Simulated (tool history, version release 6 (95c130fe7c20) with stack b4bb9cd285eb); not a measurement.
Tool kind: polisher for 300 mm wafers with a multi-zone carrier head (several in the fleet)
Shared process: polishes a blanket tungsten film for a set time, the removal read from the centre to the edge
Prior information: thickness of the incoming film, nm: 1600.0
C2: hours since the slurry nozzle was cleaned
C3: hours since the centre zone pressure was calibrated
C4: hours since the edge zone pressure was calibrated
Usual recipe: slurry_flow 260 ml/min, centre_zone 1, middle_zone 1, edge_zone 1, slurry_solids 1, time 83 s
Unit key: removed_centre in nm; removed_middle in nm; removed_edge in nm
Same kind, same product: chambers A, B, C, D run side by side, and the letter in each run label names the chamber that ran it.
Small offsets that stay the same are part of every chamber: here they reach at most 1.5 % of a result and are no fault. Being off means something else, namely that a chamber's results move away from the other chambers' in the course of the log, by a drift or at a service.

{"hour": 0.7, "done": "chamber B: slurry nozzle cleaned"}
{"run": "1C", "hour": 8.0, "slurry_flow": 260, "centre_zone": 1, "middle_zone": 1, "edge_zone": 1, "slurry_solids": 1, "time": 83, "wafers polished on this pad": 474, "C2": 645.6, "C3": 1252.7, "C4": 12.7, "removed_centre": 491.59, "removed_middle": 474.8, "removed_edge": 477.12}
{"run": "2B", "hour": 16.1, "slurry_flow": 260, "centre_zone": 1, "middle_zone": 1, "edge_zone": 1, "slurry_solids": 1, "time": 83, "wafers polished on this pad": 713, "C2": 15.5, "C3": 200.6, "C4": 893.3, "removed_centre": 497.55, "removed_middle": 492.28, "removed_edge": 499.76}
{"run": "3A", "hour": 22.0, "slurry_flow": 260, "centre_zone": 1, "middle_zone": 1, "edge_zone": 1, "slurry_solids": 1, "time": 83, "wafers polished on this pad": 782, "C2": 157.8, "C3": 39.7, "C4": 57.2, "removed_centre": 477.52, "removed_middle": 475.87, "removed_edge": 489.69}
{"run": "4D", "hour": 26.5, "slurry_flow": 260, "centre_zone": 1, "middle_zone": 1, "edge_zone": 1, "slurry_solids": 1, "time": 83, "wafers polished on this pad": 1057, "C2": 568.5, "C3": 350.4, "C4": 502.6, "removed_centre": 473.45, "removed_middle": 484.69, "removed_edge": 490.35}
{"hour": 32.5, "done": "chamber C: centre zone pressure recalibrated"}
{"run": "5C", "hour": 33.0, "slurry_flow": 260, "centre_zone": 1, "middle_zone": 1, "edge_zone": 1, "slurry_solids": 1, "time": 83, "wafers polished on this pad": 726, "C2": 670.6, "C3": 0.5, "C4": 37.7, "removed_centre": 474.62, "removed_middle": 488.7, "removed_edge": 482.92}
{"hour": 34.5, "done": "chamber D: worn pad replaced by a new one"}
{"run": "6A", "hour": 39.0, "slurry_flow": 260, "centre_zone": 1, "middle_zone": 1.11, "edge_zone": 1, "slurry_solids": 1.25, "time": 83, "wafers polished on this pad": 953, "C2": 174.8, "C3": 56.7, "C4": 74.2, "removed_centre": 510, "removed_middle": 574.09, "removed_edge": 502.03}
{"run": "7D", "hour": 48.4, "slurry_flow": 260, "centre_zone": 1, "middle_zone": 1.11, "edge_zone": 1, "slurry_solids": 1.25, "time": 83, "wafers polished on this pad": 140, "C2": 590.4, "C3": 372.3, "C4": 524.5, "removed_centre": 490.85, "removed_middle": 556.82, "removed_edge": 512.95}
{"hour": 54.1, "done": "chamber B: worn pad replaced by a new one"}
{"hour": 56.7, "done": "chamber C: worn pad replaced by a new one"}
{"run": "8B", "hour": 58.3, "slurry_flow": 260, "centre_zone": 1, "middle_zone": 1.11, "edge_zone": 1, "slurry_solids": 1.25, "time": 83, "wafers polished on this pad": 42, "C2": 57.7, "C3": 242.8, "C4": 935.5, "removed_centre": 518.26, "removed_middle": 560.84, "removed_edge": 518.13}
{"run": "9A", "hour": 64.7, "slurry_flow": 260, "centre_zone": 1, "middle_zone": 1.11, "edge_zone": 1, "slurry_solids": 1.25, "time": 83, "wafers polished on this pad": 1212, "C2": 200.5, "C3": 82.4, "C4": 99.9, "removed_centre": 519.16, "removed_middle": 554.8, "removed_edge": 499.69}
{"run": "10D", "hour": 73.4, "slurry_flow": 260, "centre_zone": 1, "middle_zone": 1, "edge_zone": 1, "slurry_solids": 1, "time": 83, "wafers polished on this pad": 392, "C2": 615.4, "C3": 397.3, "C4": 549.5, "removed_centre": 481.45, "removed_middle": 489.85, "removed_edge": 494.42}
{"run": "11B", "hour": 82.3, "slurry_flow": 260, "centre_zone": 1, "middle_zone": 1, "edge_zone": 1, "slurry_solids": 1, "time": 83, "wafers polished on this pad": 284, "C2": 81.7, "C3": 266.8, "C4": 959.5, "removed_centre": 499.54, "removed_middle": 490.81, "removed_edge": 483.56}
{"run": "12C", "hour": 88.9, "slurry_flow": 260, "centre_zone": 1.1, "middle_zone": 1, "edge_zone": 1, "slurry_solids": 1, "time": 111, "wafers polished on this pad": 325, "C2": 726.5, "C3": 56.4, "C4": 93.6, "removed_centre": 729.53, "removed_middle": 645.53, "removed_edge": 638.76}
{"run": "13C", "hour": 94.8, "slurry_flow": 260, "centre_zone": 1.1, "middle_zone": 1, "edge_zone": 1, "slurry_solids": 1, "time": 111, "wafers polished on this pad": 384, "C2": 732.4, "C3": 62.3, "C4": 99.5, "removed_centre": 728.8, "removed_middle": 646.15, "removed_edge": 658.03}
{"run": "14A", "hour": 100.2, "slurry_flow": 260, "centre_zone": 1.1, "middle_zone": 1, "edge_zone": 1, "slurry_solids": 1, "time": 111, "wafers polished on this pad": 1570, "C2": 236, "C3": 117.9, "C4": 135.4, "removed_centre": 699.79, "removed_middle": 631.98, "removed_edge": 619.44}
{"run": "15B", "hour": 110.3, "slurry_flow": 260, "centre_zone": 1.1, "middle_zone": 1, "edge_zone": 1, "slurry_solids": 1, "time": 111, "wafers polished on this pad": 566, "C2": 109.7, "C3": 294.8, "C4": 987.5, "removed_centre": 727.92, "removed_middle": 650.89, "removed_edge": 639.91}
{"run": "16D", "hour": 115.7, "slurry_flow": 260, "centre_zone": 1, "middle_zone": 1, "edge_zone": 1, "slurry_solids": 1, "time": 83, "wafers polished on this pad": 818, "C2": 657.7, "C3": 439.6, "C4": 591.8, "removed_centre": 478.15, "removed_middle": 494.8, "removed_edge": 490.18}
{"run": "17C", "hour": 123.8, "slurry_flow": 260, "centre_zone": 1, "middle_zone": 1, "edge_zone": 1, "slurry_solids": 1, "time": 83, "wafers polished on this pad": 676, "C2": 761.4, "C3": 91.3, "C4": 128.5, "removed_centre": 500.45, "removed_middle": 486.32, "removed_edge": 475.96}
{"hour": 125.1, "done": "chamber D: worn pad replaced by a new one"}
{"run": "18A", "hour": 132.6, "slurry_flow": 260, "centre_zone": 1, "middle_zone": 1, "edge_zone": 1, "slurry_solids": 1, "time": 83, "wafers polished on this pad": 1896, "C2": 268.4, "C3": 150.3, "C4": 167.8, "removed_centre": 455.36, "removed_middle": 471.64, "removed_edge": 454.93}
{"hour": 138.9, "done": "chamber D: centre zone pressure recalibrated"}
{"run": "19D", "hour": 140.2, "slurry_flow": 260, "centre_zone": 1, "middle_zone": 1, "edge_zone": 1, "slurry_solids": 1, "time": 83, "wafers polished on this pad": 152, "C2": 682.2, "C3": 1.3, "C4": 616.3, "removed_centre": 478.71, "removed_middle": 490.45, "removed_edge": 474.99}
{"hour": 143.1, "done": "chamber C: worn pad replaced by a new one"}
{"hour": 147.8, "done": "chamber B: worn pad replaced by a new one"}
{"run": "20B", "hour": 147.8, "slurry_flow": 260, "centre_zone": 1, "middle_zone": 1, "edge_zone": 1, "slurry_solids": 1, "time": 83, "wafers polished on this pad": 0, "C2": 147.2, "C3": 332.3, "C4": 1025, "removed_centre": 494.11, "removed_middle": 486.99, "removed_edge": 487.83}
{"run": "21B", "hour": 157.2, "slurry_flow": 260, "centre_zone": 1, "middle_zone": 1, "edge_zone": 1, "slurry_solids": 1, "time": 83, "wafers polished on this pad": 94, "C2": 156.6, "C3": 341.7, "C4": 1034.4, "removed_centre": 501.55, "removed_middle": 480.36, "removed_edge": 494.04}
{"hour": 160.1, "done": "chamber C: slurry nozzle cleaned"}
{"hour": 165.5, "done": "chamber D: slurry nozzle cleaned"}
{"run": "22C", "hour": 167.4, "slurry_flow": 260, "centre_zone": 1, "middle_zone": 1, "edge_zone": 1, "slurry_solids": 1, "time": 83, "wafers polished on this pad": 245, "C2": 7.4, "C3": 134.9, "C4": 172.1, "removed_centre": 489.53, "removed_middle": 484.13, "removed_edge": 486.67}
{"run": "23D", "hour": 174.5, "slurry_flow": 260, "centre_zone": 1, "middle_zone": 1, "edge_zone": 1, "slurry_solids": 1, "time": 83, "wafers polished on this pad": 498, "C2": 9.1, "C3": 35.6, "C4": 650.6, "removed_centre": 469.67, "removed_middle": 477.05, "removed_edge": 483.21}
{"run": "24A", "hour": 182.5, "slurry_flow": 260, "centre_zone": 1, "middle_zone": 1, "edge_zone": 1, "slurry_solids": 1, "time": 83, "wafers polished on this pad": 2399, "C2": 318.3, "C3": 200.2, "C4": 217.7, "removed_centre": 454.64, "removed_middle": 456.09, "removed_edge": 450.11}
{"run": "25D", "hour": 187.4, "slurry_flow": 260, "centre_zone": 1, "middle_zone": 1, "edge_zone": 1, "slurry_solids": 1, "time": 83, "wafers polished on this pad": 628, "C2": 22, "C3": 48.5, "C4": 663.5, "removed_centre": 486.99, "removed_middle": 479.98, "removed_edge": 485.88}
{"run": "26A", "hour": 192.9, "slurry_flow": 260, "centre_zone": 1, "middle_zone": 1, "edge_zone": 1, "slurry_solids": 1.3, "time": 83, "wafers polished on this pad": 2504, "C2": 328.7, "C3": 210.6, "C4": 228.1, "removed_centre": 485.68, "removed_middle": 482.05, "removed_edge": 482.3}
{"run": "27B", "hour": 198.5, "slurry_flow": 260, "centre_zone": 1, "middle_zone": 1, "edge_zone": 1, "slurry_solids": 1.3, "time": 83, "wafers polished on this pad": 510, "C2": 197.9, "C3": 383, "C4": 1075.7, "removed_centre": 510.56, "removed_middle": 527.58, "removed_edge": 522.21}
{"run": "28C", "hour": 207.9, "slurry_flow": 260, "centre_zone": 1, "middle_zone": 1, "edge_zone": 1, "slurry_solids": 1.3, "time": 83, "wafers polished on this pad": 653, "C2": 47.9, "C3": 175.4, "C4": 212.6, "removed_centre": 521.45, "removed_middle": 524.5, "removed_edge": 511.91}
{"run": "29C", "hour": 214.1, "slurry_flow": 260, "centre_zone": 1, "middle_zone": 1, "edge_zone": 1, "slurry_solids": 1.3, "time": 83, "wafers polished on this pad": 715, "C2": 54.1, "C3": 181.6, "C4": 218.8, "removed_centre": 529.11, "removed_middle": 514.23, "removed_edge": 523.16}
{"hour": 215.4, "done": "chamber D: worn pad replaced by a new one"}
{"hour": 219.9, "done": "chamber C: worn pad replaced by a new one"}
{"run": "30B", "hour": 223.4, "slurry_flow": 260, "centre_zone": 1, "middle_zone": 1, "edge_zone": 1, "slurry_solids": 0.75, "time": 92, "wafers polished on this pad": 761, "C2": 222.8, "C3": 407.9, "C4": 1100.6, "removed_centre": 507.35, "removed_middle": 507.07, "removed_edge": 498.48}
{"run": "31A", "hour": 231.2, "slurry_flow": 260, "centre_zone": 1, "middle_zone": 1, "edge_zone": 1, "slurry_solids": 0.75, "time": 92, "wafers polished on this pad": 2890, "C2": 367, "C3": 248.9, "C4": 266.4, "removed_centre": 467.27, "removed_middle": 468.25, "removed_edge": 464.93}
{"run": "32D", "hour": 235.7, "slurry_flow": 260, "centre_zone": 1, "middle_zone": 1, "edge_zone": 1, "slurry_solids": 0.75, "time": 92, "wafers polished on this pad": 205, "C2": 70.3, "C3": 96.8, "C4": 711.8, "removed_centre": 495.73, "removed_middle": 506.43, "removed_edge": 514}
{"run": "33C", "hour": 240.7, "slurry_flow": 260, "centre_zone": 1, "middle_zone": 1, "edge_zone": 1, "slurry_solids": 0.75, "time": 92, "wafers polished on this pad": 209, "C2": 80.7, "C3": 208.2, "C4": 245.4, "removed_centre": 513.64, "removed_middle": 506.14, "removed_edge": 497.97}
{"run": "34B", "hour": 245.6, "slurry_flow": 260, "centre_zone": 0.9, "middle_zone": 0.92, "edge_zone": 1, "slurry_solids": 1, "time": 83, "wafers polished on this pad": 985, "C2": 245, "C3": 430.1, "C4": 1122.8, "removed_centre": 431.79, "removed_middle": 444.39, "removed_edge": 487.14}
{"hour": 245.8, "done": "chamber B: worn pad replaced by a new one"}
{"hour": 246.1, "done": "chamber B: slurry nozzle cleaned"}
{"run": "35D", "hour": 250.9, "slurry_flow": 260, "centre_zone": 0.9, "middle_zone": 0.92, "edge_zone": 1, "slurry_solids": 1, "time": 83, "wafers polished on this pad": 358, "C2": 85.5, "C3": 112, "C4": 727, "removed_centre": 437.66, "removed_middle": 448, "removed_edge": 495.52}
{"run": "36A", "hour": 258.3, "slurry_flow": 260, "centre_zone": 0.9, "middle_zone": 0.92, "edge_zone": 1, "slurry_solids": 1, "time": 83, "wafers polished on this pad": 3163, "C2": 394.1, "C3": 276, "C4": 293.5, "removed_centre": 399.62, "removed_middle": 419.52, "removed_edge": 444.98}
{"run": "37B", "hour": 263.7, "slurry_flow": 260, "centre_zone": 0.9, "middle_zone": 0.92, "edge_zone": 1, "slurry_solids": 1, "time": 83, "wafers polished on this pad": 180, "C2": 17.6, "C3": 448.2, "C4": 1140.9, "removed_centre": 437.18, "removed_middle": 459.7, "removed_edge": 482.89}
{"run": "38A", "hour": 271.0, "slurry_flow": 225, "centre_zone": 1, "middle_zone": 1, "edge_zone": 1.11, "slurry_solids": 1, "time": 83, "wafers polished on this pad": 3291, "C2": 406.8, "C3": 288.7, "C4": 306.2, "removed_centre": 430.27, "removed_middle": 427.37, "removed_edge": 454.73}
{"run": "39C", "hour": 279.9, "slurry_flow": 225, "centre_zone": 1, "middle_zone": 1, "edge_zone": 1.11, "slurry_solids": 1, "time": 83, "wafers polished on this pad": 604, "C2": 119.9, "C3": 247.4, "C4": 284.6, "removed_centre": 484.32, "removed_middle": 471.94, "removed_edge": 509.55}
{"run": "40D", "hour": 285.4, "slurry_flow": 225, "centre_zone": 1, "middle_zone": 1, "edge_zone": 1.11, "slurry_solids": 1, "time": 83, "wafers polished on this pad": 705, "C2": 120, "C3": 146.5, "C4": 761.5, "removed_centre": 466.15, "removed_middle": 484.17, "removed_edge": 497.87}
{"run": "41B", "hour": 290.0, "slurry_flow": 225, "centre_zone": 1, "middle_zone": 1, "edge_zone": 1.11, "slurry_solids": 1, "time": 83, "wafers polished on this pad": 445, "C2": 43.9, "C3": 474.5, "C4": 1167.2, "removed_centre": 481.26, "removed_middle": 479.97, "removed_edge": 512.71}
{"hour": 296.0, "done": "chamber C: worn pad replaced by a new one"}
{"run": "42C", "hour": 299.3, "slurry_flow": 260, "centre_zone": 1, "middle_zone": 1, "edge_zone": 1, "slurry_solids": 1, "time": 83, "wafers polished on this pad": 33, "C2": 139.3, "C3": 266.8, "C4": 304, "removed_centre": 483.61, "removed_middle": 487.5, "removed_edge": 474.96}
{"run": "43D", "hour": 304.9, "slurry_flow": 260, "centre_zone": 1, "middle_zone": 1, "edge_zone": 1, "slurry_solids": 1, "time": 83, "wafers polished on this pad": 902, "C2": 139.5, "C3": 166, "C4": 781, "removed_centre": 474.96, "removed_middle": 477.72, "removed_edge": 481.83}

All 4 chambers run these settings next. Forecast each chamber's results:
{"run": "44A", "hour": 312.2, "slurry_flow": 260, "centre_zone": 1, "middle_zone": 0.9, "edge_zone": 1, "slurry_solids": 1, "time": 83, "removed_centre": "?", "removed_middle": "?", "removed_edge": "?"}
{"run": "44B", "hour": 312.2, "slurry_flow": 260, "centre_zone": 1, "middle_zone": 0.9, "edge_zone": 1, "slurry_solids": 1, "time": 83, "removed_centre": "?", "removed_middle": "?", "removed_edge": "?"}
{"run": "44C", "hour": 312.2, "slurry_flow": 260, "centre_zone": 1, "middle_zone": 0.9, "edge_zone": 1, "slurry_solids": 1, "time": 83, "removed_centre": "?", "removed_middle": "?", "removed_edge": "?"}
{"run": "44D", "hour": 312.2, "slurry_flow": 260, "centre_zone": 1, "middle_zone": 0.9, "edge_zone": 1, "slurry_solids": 1, "time": 83, "removed_centre": "?", "removed_middle": "?", "removed_edge": "?"}

run=44A removed_centre=432.83 removed_middle=406 removed_edge=433.52
run=44B removed_centre=485.01 removed_middle=454.06 removed_edge=497.76
run=44C removed_centre=488.87 removed_middle=443.26 removed_edge=480.64
run=44D removed_centre=478.64 removed_middle=433.8 removed_edge=485.67
